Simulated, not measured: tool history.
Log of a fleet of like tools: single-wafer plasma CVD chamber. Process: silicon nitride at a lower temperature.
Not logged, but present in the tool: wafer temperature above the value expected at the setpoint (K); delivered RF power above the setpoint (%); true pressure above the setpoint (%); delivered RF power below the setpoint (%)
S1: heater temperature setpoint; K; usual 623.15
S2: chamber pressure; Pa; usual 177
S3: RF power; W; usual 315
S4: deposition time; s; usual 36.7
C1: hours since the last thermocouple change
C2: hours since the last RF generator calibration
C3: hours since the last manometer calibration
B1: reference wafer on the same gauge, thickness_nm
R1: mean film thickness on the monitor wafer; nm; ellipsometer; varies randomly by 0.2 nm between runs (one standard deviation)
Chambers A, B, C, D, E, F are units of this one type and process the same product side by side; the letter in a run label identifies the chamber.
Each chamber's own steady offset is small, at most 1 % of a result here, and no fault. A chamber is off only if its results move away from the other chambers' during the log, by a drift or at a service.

run,hour,S1,S2,S3,S4,C1,C2,C3,B1,R1
1D,4,623.15,177,315,36.7,1470.8,174,1722.7,37.224,42.128
2E,9.4,623.15,177,315,36.7,2420.7,555.9,719.6,37.196,42.023
3C,12.5,623.15,177,315,36.7,383.1,630.4,1486.6,37.173,42.128
4B,17.7,623.15,177,315,36.7,256.9,1355.3,2125.3,37.199,41.844
5F,22,623.15,177,315,36.7,827.8,825.6,1238,37.225,42.363
6A,25.2,623.15,195,315,42.1,1946.6,760.7,1907.2,37.209,49.251
7B,27.9,623.15,195,315,42.1,267.1,1365.5,2135.5,37.2,49.269
8F,32.9,623.15,195,315,42.1,838.7,836.5,1248.9,37.151,50.357
9C,37.2,623.15,195,315,42.1,407.8,655.1,1511.3,37.207,49.693
10D,40.7,623.15,195,315,42.1,1507.5,210.7,1759.4,37.224,49.532
11E,44.8,623.15,195,315,42.1,2456.1,591.3,755,37.24,49.752
12A,48.5,623.15,177,315,36.7,1969.9,784,1930.5,37.244,41.836
13C,52,623.15,177,315,36.7,422.6,669.9,1526.1,37.174,42.198
14A,55.7,623.15,177,315,36.7,1977.1,791.2,1937.7,37.151,42.161
15E,60,623.15,177,315,36.7,2471.3,606.5,770.2,37.216,42.379
# hour 60.2: chamber E: thermocouple changed; heater temperature recalibrated
16F,63.3,623.15,177,315,36.7,869.1,866.9,1279.3,37.244,41.993
17B,67.7,629.15,205,315,36.7,306.9,1405.3,2175.3,37.182,43.542
18D,73,629.15,205,315,36.7,1539.8,243,1791.7,37.158,43.834
19B,75.9,629.15,205,315,36.7,315.1,1413.5,2183.5,37.194,43.353
20F,80.8,629.15,205,315,36.7,886.6,884.4,1296.8,37.201,43.835
21E,83.6,629.15,205,315,36.7,23.5,630.1,793.8,37.242,43.623
22C,88.3,629.15,205,315,36.7,458.9,706.2,1562.4,37.189,43.678
# hour 88.7: chamber F: capacitance manometer re-zeroed and calibrated
23D,94.3,623.15,177,315,36.7,1561.1,264.3,1813,37.222,42.249
24A,99,623.15,177,315,36.7,2020.4,834.5,1981,37.181,42.23
25A,102,623.15,177,315,36.7,2023.4,837.5,1984,37.186,41.869
26C,105.1,623.15,177,315,36.7,475.7,723,1579.2,37.174,42.024
27B,109.8,623.15,177,315,36.7,349,1447.4,2217.4,37.216,41.837
28E,115.6,623.15,177,315,39.7,55.5,662.1,825.8,37.223,45.613
29D,119.8,623.15,177,315,39.7,1586.6,289.8,1838.5,37.213,45.39
30F,123.1,623.15,177,315,39.7,928.9,926.7,34.5,37.196,45.727
31F,125.8,623.15,177,315,39.7,931.6,929.4,37.2,37.147,45.558
32A,129.6,623.15,177,315,39.7,2051,865.1,2011.6,37.214,45.675
33D,133,623.15,177,315,39.7,1599.8,303,1851.7,37.204,45.848
34E,136.1,623.15,177,315,36.7,76,682.6,846.3,37.151,41.953
35C,140.8,615.15,195,315,36.7,511.4,758.7,1614.9,37.185,43.46
36B,145.1,615.15,195,315,36.7,384.3,1482.7,2252.7,37.206,43.073
37D,149.1,615.15,195,315,36.7,1615.9,319.1,1867.8,37.231,43.644
38E,153.5,615.15,195,315,36.7,93.4,700,863.7,37.226,43.194
39B,156.1,615.15,195,315,36.7,395.3,1493.7,2263.7,37.18,43.587
40C,162.1,615.15,195,315,36.7,532.7,780,1636.2,37.203,43.387
41F,166.1,623.15,177,315,36.7,971.9,969.7,77.5,37.195,42.092

Each of the 6 chambers runs these same settings next. Fill in every chamber's results:
42A,170.4,623.15,177,315,36.7,,,,,?
42B,170.4,623.15,177,315,36.7,,,,,?
42C,170.4,623.15,177,315,36.7,,,,,?
42D,170.4,623.15,177,315,36.7,,,,,?
42E,170.4,623.15,177,315,36.7,,,,,?
42F,170.4,623.15,177,315,36.7,,,,,?

run,R1
42A,42.06
42B,41.748
42C,41.929
42D,42.175
42E,41.669
42F,42.459
